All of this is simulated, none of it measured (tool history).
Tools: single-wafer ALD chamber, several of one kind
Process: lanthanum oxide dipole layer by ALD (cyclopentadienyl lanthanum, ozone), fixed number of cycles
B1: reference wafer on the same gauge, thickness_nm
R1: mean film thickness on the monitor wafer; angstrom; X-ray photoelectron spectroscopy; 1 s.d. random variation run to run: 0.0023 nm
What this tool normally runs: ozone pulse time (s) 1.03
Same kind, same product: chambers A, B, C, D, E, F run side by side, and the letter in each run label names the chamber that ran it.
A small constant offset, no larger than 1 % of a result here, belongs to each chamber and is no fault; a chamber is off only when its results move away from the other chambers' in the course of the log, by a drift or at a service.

{"run": "1D", "hour": 3.8, "ozone pulse time (s)": 1.03, "B1": 0.46078, "R1": 5.0689}
{"run": "2E", "hour": 7.8, "ozone pulse time (s)": 1.03, "B1": 0.46075, "R1": 5.0352}
{"run": "3F", "hour": 12.2, "ozone pulse time (s)": 1.03, "B1": 0.46143, "R1": 5.0255}
{"hour": 13.7, "done": "chamber A: ozone generator serviced"}
{"run": "4A", "hour": 15.5, "ozone pulse time (s)": 1.03, "B1": 0.46081, "R1": 5.0114}
{"run": "5C", "hour": 20.4, "ozone pulse time (s)": 1.03, "B1": 0.46102, "R1": 5.0387}
{"run": "6B", "hour": 24.5, "ozone pulse time (s)": 1.03, "B1": 0.46066, "R1": 5.0742}
{"run": "7E", "hour": 27.0, "ozone pulse time (s)": 1.03, "B1": 0.461, "R1": 4.975}
{"run": "8A", "hour": 32.0, "ozone pulse time (s)": 0.87, "B1": 0.46084, "R1": 4.7461}
{"run": "9F", "hour": 34.2, "ozone pulse time (s)": 0.87, "B1": 0.46087, "R1": 4.7629}
{"run": "10B", "hour": 38.2, "ozone pulse time (s)": 0.87, "B1": 0.46067, "R1": 4.7816}
{"run": "11D", "hour": 40.6, "ozone pulse time (s)": 0.87, "B1": 0.46039, "R1": 4.7553}
{"run": "12C", "hour": 45.6, "ozone pulse time (s)": 0.87, "B1": 0.46114, "R1": 4.7891}
{"run": "13B", "hour": 48.7, "ozone pulse time (s)": 0.87, "B1": 0.4605, "R1": 4.8173}
{"run": "14C", "hour": 53.1, "ozone pulse time (s)": 1.03, "B1": 0.46118, "R1": 5.0748}
{"run": "15F", "hour": 55.9, "ozone pulse time (s)": 1.03, "B1": 0.4612, "R1": 5.0454}
{"run": "16E", "hour": 59.5, "ozone pulse time (s)": 1.03, "B1": 0.46114, "R1": 5.0146}
{"run": "17D", "hour": 62.6, "ozone pulse time (s)": 1.03, "B1": 0.46083, "R1": 5.0273}
{"run": "18A", "hour": 66.0, "ozone pulse time (s)": 1.2, "B1": 0.46086, "R1": 5.2165}
{"run": "19B", "hour": 69.3, "ozone pulse time (s)": 1.2, "B1": 0.46088, "R1": 5.2644}
{"run": "20D", "hour": 73.8, "ozone pulse time (s)": 1.2, "B1": 0.46068, "R1": 5.2663}
{"hour": 73.9, "done": "chamber F: ozone generator serviced"}
{"run": "21F", "hour": 76.4, "ozone pulse time (s)": 1.2, "B1": 0.46106, "R1": 5.2497}
{"run": "22C", "hour": 79.1, "ozone pulse time (s)": 1.2, "B1": 0.46065, "R1": 5.2532}
{"run": "23E", "hour": 82.9, "ozone pulse time (s)": 1.2, "B1": 0.4606, "R1": 5.2023}
{"run": "24A", "hour": 85.3, "ozone pulse time (s)": 1.03, "B1": 0.46101, "R1": 4.9813}
{"run": "25B", "hour": 88.9, "ozone pulse time (s)": 1.03, "B1": 0.46106, "R1": 5.0891}
{"run": "26F", "hour": 92.0, "ozone pulse time (s)": 1.03, "B1": 0.46115, "R1": 5.0317}
{"run": "27D", "hour": 95.0, "ozone pulse time (s)": 1.03, "B1": 0.46123, "R1": 5.0486}
{"run": "28A", "hour": 98.1, "ozone pulse time (s)": 0.64, "B1": 0.46111, "R1": 4.0945}
{"run": "29E", "hour": 102.1, "ozone pulse time (s)": 0.64, "B1": 0.46096, "R1": 4.1177}
{"run": "30C", "hour": 107.3, "ozone pulse time (s)": 0.64, "B1": 0.46103, "R1": 4.1702}
{"run": "31B", "hour": 111.9, "ozone pulse time (s)": 0.64, "B1": 0.46104, "R1": 4.2005}
{"run": "32E", "hour": 114.4, "ozone pulse time (s)": 0.64, "B1": 0.46102, "R1": 4.1331}
{"run": "33D", "hour": 119.5, "ozone pulse time (s)": 0.64, "B1": 0.46141, "R1": 4.1799}
{"run": "34A", "hour": 122.1, "ozone pulse time (s)": 1.03, "B1": 0.4604, "R1": 5.0497}
{"run": "35C", "hour": 124.5, "ozone pulse time (s)": 1.03, "B1": 0.46062, "R1": 5.0801}
{"run": "36F", "hour": 128.5, "ozone pulse time (s)": 1.03, "B1": 0.46097, "R1": 5.0198}

One chamber off, gauge drift, or nothing amiss beyond the chambers' own small offsets? If it is a chamber, which one, and what is the likeliest cause?

All chambers stay in line apart from their small fixed offsets, and the gauge does not drift.
